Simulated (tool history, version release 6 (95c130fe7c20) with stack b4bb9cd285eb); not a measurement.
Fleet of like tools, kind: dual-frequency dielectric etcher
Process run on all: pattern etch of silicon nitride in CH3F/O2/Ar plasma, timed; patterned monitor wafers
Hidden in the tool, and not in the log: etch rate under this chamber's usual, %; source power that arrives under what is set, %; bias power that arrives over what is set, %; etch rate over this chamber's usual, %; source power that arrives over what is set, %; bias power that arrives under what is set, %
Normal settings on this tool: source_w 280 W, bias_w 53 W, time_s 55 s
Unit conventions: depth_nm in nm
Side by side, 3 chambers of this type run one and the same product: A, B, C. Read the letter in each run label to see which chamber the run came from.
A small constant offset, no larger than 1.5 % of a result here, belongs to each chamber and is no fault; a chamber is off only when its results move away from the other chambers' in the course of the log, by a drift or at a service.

run   hour  source_w  bias_w  time_s  hours since the last wet clean  hours since the last source power generator calibration  hours since the last bias power generator calibration  read-back reference wafer on the same gauge, depth_nm  depth_nm
 1B   10.5       280      53      55                            74.1                                                    476.3                                                  957.1                                                 33.168     30.44
 2A   21.2       280      53      55                           284.2                                                    162.3                                                 1863.5                                                 33.161     30.12
 3C   29.6       280      53      55                           138.9                                                   2131.5                                                  136.8                                                 33.206    30.316
 4A   41.8       280      53      55                           304.8                                                    182.9                                                 1884.1                                                  33.21    29.947
 5C   48.7       280      53      55                             158                                                   2150.6                                                  155.9                                                 33.147    30.452
 6B     61       340      53      55                           124.6                                                    526.8                                                 1007.6                                                 33.231    33.199
 7A   73.1       340      53      55                           336.1                                                    214.2                                                 1915.4                                                 33.216    32.499
 8C   81.6       340      53      55                           190.9                                                   2183.5                                                  188.8                                                  33.22    32.695
 9B   90.4       240      46      55                             154                                                    556.2                                                   1037                                                 33.223    27.423
10A   96.2       240      46      55                           359.2                                                    237.3                                                 1938.5                                                 33.204    26.923
11C  102.7       240      46      55                             212                                                   2204.6                                                  209.9                                                 33.228    27.231
12B  109.8       250      62      55                           173.4                                                    575.6                                                 1056.4                                                 33.193    31.034
13C  115.9       250      62      55                           225.2                                                   2217.8                                                  223.1                                                 33.255    30.956
14B  126.7       250      62      55                           190.3                                                    592.5                                                 1073.3                                                 33.212    30.778
15A    134       280      64      41                             397                                                    275.1                                                 1976.3                                                   33.2    23.743
16A  141.6       280      64      41                           404.6                                                    282.7                                                 1983.9                                                 33.195    23.598
17C  151.6       280      64      41                           260.9                                                   2253.5                                                  258.8                                                 33.228    23.912
18B  159.8       280      53      55                           223.4                                                    625.6                                                 1106.4                                                 33.222    30.885
19B  170.7       280      53      55                           234.3                                                    636.5                                                 1117.3                                                 33.234    30.691
20A  181.7       280      53    63.5                           444.7                                                    322.8                                                   2024                                                 33.207     34.39
21C  194.2       280      53    63.5                           303.5                                                   2296.1                                                  301.4                                                 33.196    35.151
22B  199.8       280      53    63.5                           263.4                                                    665.6                                                 1146.4                                                 33.183    35.328
23A  209.1       280      53      55                           472.1                                                    350.2                                                 2051.4                                                 33.205    29.814
24C  218.8       280      53      55                           328.1                                                   2320.7                                                    326                                                 33.228    30.332
25C  228.8       280      53      55                           338.1                                                   2330.7                                                    336                                                 33.133    30.455
26A    238       280      53      55                             501                                                    379.1                                                 2080.3                                                  33.22    29.458
27B  249.4       280      53      55                             313                                                    715.2                                                   1196                                                  33.19    30.845
28B  259.8       280      53      55                           323.4                                                    725.6                                                 1206.4                                                 33.204    30.838
29C  266.4       280      53      55                           375.7                                                   2368.3                                                  373.6                                                 33.199    30.655
30A  276.1       280      53      55                           539.1                                                    417.2                                                 2118.4                                                 33.175    29.256
31C  288.1       280      53      55                           397.4                                                     2390                                                  395.3                                                 33.252    30.637
32A  296.3       280      53      55                           559.3                                                    437.4                                                 2138.6                                                 33.141    29.525
33B  308.5       280      53      55                           372.1                                                    774.3                                                 1255.1                                                 33.203    30.579
34A  317.1       280      53      55                           580.1                                                    458.2                                                 2159.4                                                 33.224    29.393

Each of the 3 chambers runs these same settings next. Fill in every chamber's results:
35A  326.2       280      45      55                                                                                                                                                                                                                ?
35B  326.2       280      45      55                                                                                                                                                                                                                ?
35C  326.2       280      45      55                                                                                                                                                                                                                ?

run  depth_nm
35A    27.889
35B    29.016
35C    29.002
